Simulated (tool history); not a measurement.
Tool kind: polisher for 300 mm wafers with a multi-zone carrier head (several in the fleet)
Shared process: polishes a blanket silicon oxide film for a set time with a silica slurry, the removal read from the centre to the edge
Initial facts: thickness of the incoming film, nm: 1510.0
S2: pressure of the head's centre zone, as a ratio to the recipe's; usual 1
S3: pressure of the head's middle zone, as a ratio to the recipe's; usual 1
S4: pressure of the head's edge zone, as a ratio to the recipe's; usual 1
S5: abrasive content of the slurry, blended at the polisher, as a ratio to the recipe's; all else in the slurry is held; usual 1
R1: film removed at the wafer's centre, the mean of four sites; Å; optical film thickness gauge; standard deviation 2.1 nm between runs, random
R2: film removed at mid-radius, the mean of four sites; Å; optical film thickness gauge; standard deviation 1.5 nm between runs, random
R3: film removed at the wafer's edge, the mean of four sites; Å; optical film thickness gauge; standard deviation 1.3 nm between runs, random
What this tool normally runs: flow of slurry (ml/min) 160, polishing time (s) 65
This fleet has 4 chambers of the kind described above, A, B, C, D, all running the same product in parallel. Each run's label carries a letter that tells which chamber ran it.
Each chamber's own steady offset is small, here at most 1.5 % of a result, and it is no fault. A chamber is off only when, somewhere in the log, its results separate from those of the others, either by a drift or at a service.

run 1D hour=7.3 | flow_of_slurry_(ml/min)=160 S2=1 S3=1 S4=1 S5=1 polishing_time_(s)=65 | R1=2029.3 R2=2061.4 R3=2069.4
run 2B hour=16.8 | flow_of_slurry_(ml/min)=160 S2=1 S3=1 S4=1 S5=1 polishing_time_(s)=65 | R1=2087.8 R2=2078.2 R3=2066.4
run 3A hour=27.2 | flow_of_slurry_(ml/min)=160 S2=1 S3=1 S4=1 S5=1 polishing_time_(s)=65 | R1=2079 R2=2069.6 R3=2020.8
run 4C hour=34.7 | flow_of_slurry_(ml/min)=160 S2=1 S3=1 S4=1 S5=1 polishing_time_(s)=65 | R1=2028 R2=2079.8 R3=2064.1
-- hour=43.5 chamber C: worn pad replaced by a new one
run 5B hour=44.9 | flow_of_slurry_(ml/min)=160 S2=1 S3=1 S4=1 S5=1 polishing_time_(s)=65 | R1=2064.5 R2=2043.1 R3=2058.7
run 6C hour=52.4 | flow_of_slurry_(ml/min)=160 S2=1 S3=1 S4=1 S5=1 polishing_time_(s)=65 | R1=2037.1 R2=2042.2 R3=2049.5
run 7A hour=57.4 | flow_of_slurry_(ml/min)=160 S2=1 S3=1 S4=1 S5=1 polishing_time_(s)=65 | R1=2052.1 R2=2079.9 R3=2031.8
-- hour=58.8 chamber B: slurry nozzle cleaned
run 8D hour=67.5 | flow_of_slurry_(ml/min)=160 S2=1 S3=1 S4=1 S5=1 polishing_time_(s)=65 | R1=2055.4 R2=2045.6 R3=2069
-- hour=68.5 chamber B: worn pad replaced by a new one
run 9B hour=77.1 | flow_of_slurry_(ml/min)=160 S2=1 S3=1 S4=1 S5=1 polishing_time_(s)=65 | R1=2063.4 R2=2077.7 R3=2033.8
run 10C hour=87 | flow_of_slurry_(ml/min)=160 S2=1 S3=1 S4=1 S5=1 polishing_time_(s)=65 | R1=2006.2 R2=2068.1 R3=2037.8
run 11A hour=95.9 | flow_of_slurry_(ml/min)=160 S2=1 S3=1 S4=1 S5=1 polishing_time_(s)=65 | R1=2001.2 R2=2007.9 R3=1995.3
run 12D hour=104.4 | flow_of_slurry_(ml/min)=160 S2=1 S3=1 S4=1 S5=1 polishing_time_(s)=65 | R1=2010.7 R2=2015.2 R3=2051.3
-- hour=112.9 chamber D: worn pad replaced by a new one
run 13C hour=113.2 | flow_of_slurry_(ml/min)=160 S2=1 S3=1 S4=1 S5=1 polishing_time_(s)=65 | R1=2014.9 R2=2057.5 R3=2039.9
run 14D hour=120.2 | flow_of_slurry_(ml/min)=160 S2=1 S3=1 S4=1 S5=1 polishing_time_(s)=65 | R1=2035.6 R2=2048 R3=2070.6
run 15B hour=129.7 | flow_of_slurry_(ml/min)=160 S2=1.08 S3=1 S4=1 S5=1 polishing_time_(s)=65 | R1=2269.8 R2=2056.4 R3=2063.4
run 16A hour=135.9 | flow_of_slurry_(ml/min)=160 S2=1.08 S3=1 S4=1 S5=1 polishing_time_(s)=65 | R1=2095.8 R2=1944.1 R3=1945.1
-- hour=139.8 chamber C: slurry nozzle cleaned
run 17C hour=144.9 | flow_of_slurry_(ml/min)=160 S2=1.08 S3=1 S4=1 S5=1 polishing_time_(s)=65 | R1=2240.3 R2=2037.8 R3=2049.6
run 18A hour=150.7 | flow_of_slurry_(ml/min)=160 S2=1.08 S3=1 S4=1 S5=1 polishing_time_(s)=65 | R1=2140.4 R2=1937.4 R3=1934.5
run 19B hour=156.3 | flow_of_slurry_(ml/min)=160 S2=1 S3=1 S4=1 S5=1 polishing_time_(s)=65 | R1=2080.1 R2=2058.8 R3=2046.9
-- hour=159.9 chamber D: slurry nozzle cleaned
run 20D hour=164.6 | flow_of_slurry_(ml/min)=160 S2=1 S3=1 S4=1 S5=1 polishing_time_(s)=65 | R1=2060.9 R2=2055.7 R3=2085.8
run 21D hour=170.9 | flow_of_slurry_(ml/min)=160 S2=1 S3=1 S4=1 S5=1 polishing_time_(s)=65 | R1=2074.8 R2=2056.4 R3=2063
run 22A hour=179.3 | flow_of_slurry_(ml/min)=160 S2=1 S3=1 S4=1 S5=1 polishing_time_(s)=65 | R1=1948.4 R2=1932.9 R3=1884.1
run 23B hour=186.5 | flow_of_slurry_(ml/min)=160 S2=1 S3=1 S4=1 S5=1 polishing_time_(s)=65 | R1=2066.3 R2=2068.2 R3=2064.1
run 24C hour=193 | flow_of_slurry_(ml/min)=160 S2=1 S3=1 S4=1 S5=1 polishing_time_(s)=65 | R1=2084.5 R2=2074.7 R3=2070
run 25D hour=201.3 | flow_of_slurry_(ml/min)=160 S2=1 S3=1 S4=1 S5=1 polishing_time_(s)=65 | R1=2046.7 R2=2022.8 R3=2068.2
run 26A hour=211.4 | flow_of_slurry_(ml/min)=160 S2=1 S3=1 S4=1 S5=1 polishing_time_(s)=65 | R1=1922.5 R2=1870.8 R3=1833
-- hour=212.8 chamber C: centre zone pressure recalibrated
run 27B hour=221.6 | flow_of_slurry_(ml/min)=160 S2=1 S3=1 S4=1 S5=1 polishing_time_(s)=65 | R1=2085.9 R2=2040.8 R3=2042.4
run 28C hour=228.5 | flow_of_slurry_(ml/min)=160 S2=1 S3=1 S4=1 S5=1 polishing_time_(s)=65 | R1=2065.2 R2=2079.1 R3=2059.5

For the next run the whole fleet of 4 chambers uses the same settings. Give each chamber's results:
run 29A hour=236.1 | flow_of_slurry_(ml/min)=160 S2=1 S3=1 S4=1 S5=1 polishing_time_(s)=54 | R1=? R2=? R3=?
run 29B hour=236.1 | flow_of_slurry_(ml/min)=160 S2=1 S3=1 S4=1 S5=1 polishing_time_(s)=54 | R1=? R2=? R3=?
run 29C hour=236.1 | flow_of_slurry_(ml/min)=160 S2=1 S3=1 S4=1 S5=1 polishing_time_(s)=54 | R1=? R2=? R3=?
run 29D hour=236.1 | flow_of_slurry_(ml/min)=160 S2=1 S3=1 S4=1 S5=1 polishing_time_(s)=54 | R1=? R2=? R3=?

run=29A R1=1547.9 R2=1538.4 R3=1519.1
run=29B R1=1682.8 R2=1725.1 R3=1687.5
run=29C R1=1675.9 R2=1698.3 R3=1673.6
run=29D R1=1698.6 R2=1676.4 R3=1738.3
